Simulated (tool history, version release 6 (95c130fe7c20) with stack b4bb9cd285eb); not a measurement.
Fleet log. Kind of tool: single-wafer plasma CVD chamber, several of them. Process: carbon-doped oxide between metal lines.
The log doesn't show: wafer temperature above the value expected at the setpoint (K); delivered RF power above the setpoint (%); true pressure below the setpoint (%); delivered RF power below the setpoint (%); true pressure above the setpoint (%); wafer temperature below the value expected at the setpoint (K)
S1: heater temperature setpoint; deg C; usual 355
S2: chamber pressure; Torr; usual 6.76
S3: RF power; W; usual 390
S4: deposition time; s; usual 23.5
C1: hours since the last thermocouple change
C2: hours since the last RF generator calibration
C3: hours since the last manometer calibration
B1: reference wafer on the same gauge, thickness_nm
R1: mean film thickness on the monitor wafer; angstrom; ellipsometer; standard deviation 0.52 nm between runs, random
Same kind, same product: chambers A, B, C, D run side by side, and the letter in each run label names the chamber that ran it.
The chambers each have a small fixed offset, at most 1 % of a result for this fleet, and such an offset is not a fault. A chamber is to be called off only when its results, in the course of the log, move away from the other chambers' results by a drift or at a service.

run 1A hour=4.8 | S1=355 S2=6.76 S3=390 S4=23.5 | C1=1021.4 C2=1704.4 C3=1992 | B1=83.023 | R1=1030
run 2D hour=10.1 | S1=355 S2=6.76 S3=390 S4=23.5 | C1=2617.3 C2=670.7 C3=574.4 | B1=83.021 | R1=1028.6
run 3B hour=13 | S1=355 S2=6.76 S3=390 S4=23.5 | C1=1820.4 C2=1303.5 C3=1275.7 | B1=83.01 | R1=1039.6
run 4C hour=17 | S1=355 S2=6.76 S3=390 S4=23.5 | C1=1470.1 C2=1755.4 C3=1702.7 | B1=83.016 | R1=1041.8
run 5C hour=20.1 | S1=355 S2=6.76 S3=390 S4=23.5 | C1=1473.2 C2=1758.5 C3=1705.8 | B1=83.006 | R1=1041.7
run 6A hour=26.1 | S1=355 S2=6.76 S3=390 S4=23.5 | C1=1042.7 C2=1725.7 C3=2013.3 | B1=83.131 | R1=1032.5
run 7B hour=30.7 | S1=355 S2=6.76 S3=390 S4=23.5 | C1=1838.1 C2=1321.2 C3=1293.4 | B1=83.055 | R1=1037.4
run 8D hour=34.9 | S1=355 S2=6.76 S3=390 S4=23.5 | C1=2642.1 C2=695.5 C3=599.2 | B1=82.935 | R1=1029.1
run 9C hour=39.9 | S1=355 S2=6.76 S3=390 S4=23.5 | C1=1493 C2=1778.3 C3=1725.6 | B1=83.006 | R1=1033
run 10A hour=46.4 | S1=355 S2=6.76 S3=390 S4=23.5 | C1=1063 C2=1746 C3=2033.6 | B1=83.064 | R1=1020.8
run 11B hour=52 | S1=355 S2=6.76 S3=390 S4=27.3 | C1=1859.4 C2=1342.5 C3=1314.7 | B1=83.024 | R1=1199
run 12D hour=57.9 | S1=355 S2=6.76 S3=390 S4=27.3 | C1=2665.1 C2=718.5 C3=622.2 | B1=82.961 | R1=1190.5
run 13B hour=64 | S1=355 S2=6.76 S3=390 S4=27.3 | C1=1871.4 C2=1354.5 C3=1326.7 | B1=82.977 | R1=1213.2
-- hour=64.4 chamber D: thermocouple changed; heater temperature recalibrated
run 14C hour=68.6 | S1=355 S2=6.76 S3=390 S4=27.3 | C1=1521.7 C2=1807 C3=1754.3 | B1=83.025 | R1=1222.5
run 15D hour=72 | S1=355 S2=6.76 S3=390 S4=23.5 | C1=7.7 C2=732.6 C3=636.3 | B1=83.053 | R1=1023.6
run 16A hour=75.9 | S1=355 S2=6.76 S3=390 S4=23.5 | C1=1092.5 C2=1775.5 C3=2063.1 | B1=82.963 | R1=1034.4
run 17D hour=81.7 | S1=355 S2=6.76 S3=390 S4=23.5 | C1=17.4 C2=742.3 C3=646 | B1=83.05 | R1=1024.4
run 18A hour=87.8 | S1=355 S2=8.31 S3=390 S4=23.5 | C1=1104.4 C2=1787.4 C3=2075 | B1=82.897 | R1=1044.7
run 19B hour=92.7 | S1=355 S2=8.31 S3=390 S4=23.5 | C1=1900.1 C2=1383.2 C3=1355.4 | B1=82.967 | R1=1050.4
run 20C hour=98.6 | S1=355 S2=8.31 S3=390 S4=23.5 | C1=1551.7 C2=1837 C3=1784.3 | B1=82.962 | R1=1056.1
run 21B hour=102.5 | S1=355 S2=8.31 S3=390 S4=23.5 | C1=1909.9 C2=1393 C3=1365.2 | B1=82.963 | R1=1037.4
run 22A hour=106 | S1=355 S2=6.76 S3=390 S4=23.5 | C1=1122.6 C2=1805.6 C3=2093.2 | B1=83.126 | R1=1034.5
run 23C hour=110.8 | S1=355 S2=6.76 S3=390 S4=23.5 | C1=1563.9 C2=1849.2 C3=1796.5 | B1=83.024 | R1=1052.8
-- hour=111.9 chamber C: capacitance manometer re-zeroed and calibrated
run 24D hour=115.3 | S1=355 S2=8.05 S3=360 S4=23.5 | C1=51 C2=775.9 C3=679.6 | B1=83.078 | R1=978.52
run 25C hour=119 | S1=355 S2=8.05 S3=360 S4=23.5 | C1=1572.1 C2=1857.4 C3=7.2 | B1=83.013 | R1=989.74
run 26D hour=123.2 | S1=355 S2=8.05 S3=360 S4=23.5 | C1=58.9 C2=783.8 C3=687.5 | B1=83.084 | R1=978.99
run 27A hour=127.2 | S1=355 S2=8.05 S3=360 S4=23.5 | C1=1143.8 C2=1826.8 C3=2114.4 | B1=82.873 | R1=976.23
run 28B hour=133.8 | S1=355 S2=6.76 S3=390 S4=23.5 | C1=1941.2 C2=1424.3 C3=1396.5 | B1=82.941 | R1=1043.3
run 29A hour=139.9 | S1=355 S2=6.76 S3=390 S4=23.5 | C1=1156.5 C2=1839.5 C3=2127.1 | B1=83.033 | R1=1021.5
run 30C hour=143.1 | S1=355 S2=6.76 S3=390 S4=23.5 | C1=1596.2 C2=1881.5 C3=31.3 | B1=82.912 | R1=1035.8
run 31D hour=146.3 | S1=355 S2=6.76 S3=390 S4=23.5 | C1=82 C2=806.9 C3=710.6 | B1=83.025 | R1=1023.1
run 32B hour=149.3 | S1=355 S2=6.76 S3=390 S4=23.5 | C1=1956.7 C2=1439.8 C3=1412 | B1=82.99 | R1=1043.5
run 33C hour=153.5 | S1=355 S2=6.76 S3=390 S4=23.5 | C1=1606.6 C2=1891.9 C3=41.7 | B1=82.998 | R1=1046.6
-- hour=158.2 chamber A: capacitance manometer re-zeroed and calibrated
run 34D hour=160 | S1=368 S2=6.76 S3=390 S4=23.5 | C1=95.7 C2=820.6 C3=724.3 | B1=83.156 | R1=985.36
run 35B hour=165.9 | S1=368 S2=6.76 S3=390 S4=23.5 | C1=1973.3 C2=1456.4 C3=1428.6 | B1=82.885 | R1=995.44
run 36A hour=169.2 | S1=368 S2=6.76 S3=390 S4=23.5 | C1=1185.8 C2=1868.8 C3=11.1 | B1=83.057 | R1=998.68
run 37C hour=173.4 | S1=368 S2=6.76 S3=390 S4=23.5 | C1=1626.5 C2=1911.8 C3=61.6 | B1=82.974 | R1=1007.7
run 38D hour=176.6 | S1=355 S2=6.76 S3=390 S4=23.5 | C1=112.3 C2=837.2 C3=740.9 | B1=82.887 | R1=1026.2
run 39B hour=179.7 | S1=355 S2=6.76 S3=390 S4=26.9 | C1=1987.1 C2=1470.2 C3=1442.4 | B1=82.941 | R1=1177.5
run 40A hour=183.3 | S1=355 S2=6.76 S3=390 S4=26.9 | C1=1199.9 C2=1882.9 C3=25.2 | B1=83.018 | R1=1172

Which is it: a chamber that has drifted or been left off by a service, a gauge drift common to all chambers, or only each chamber's usual small offset? If a chamber is off, name it and its likeliest cause.

Nothing is wrong: each chamber keeps only its own small, steady offset and the gauge holds still.
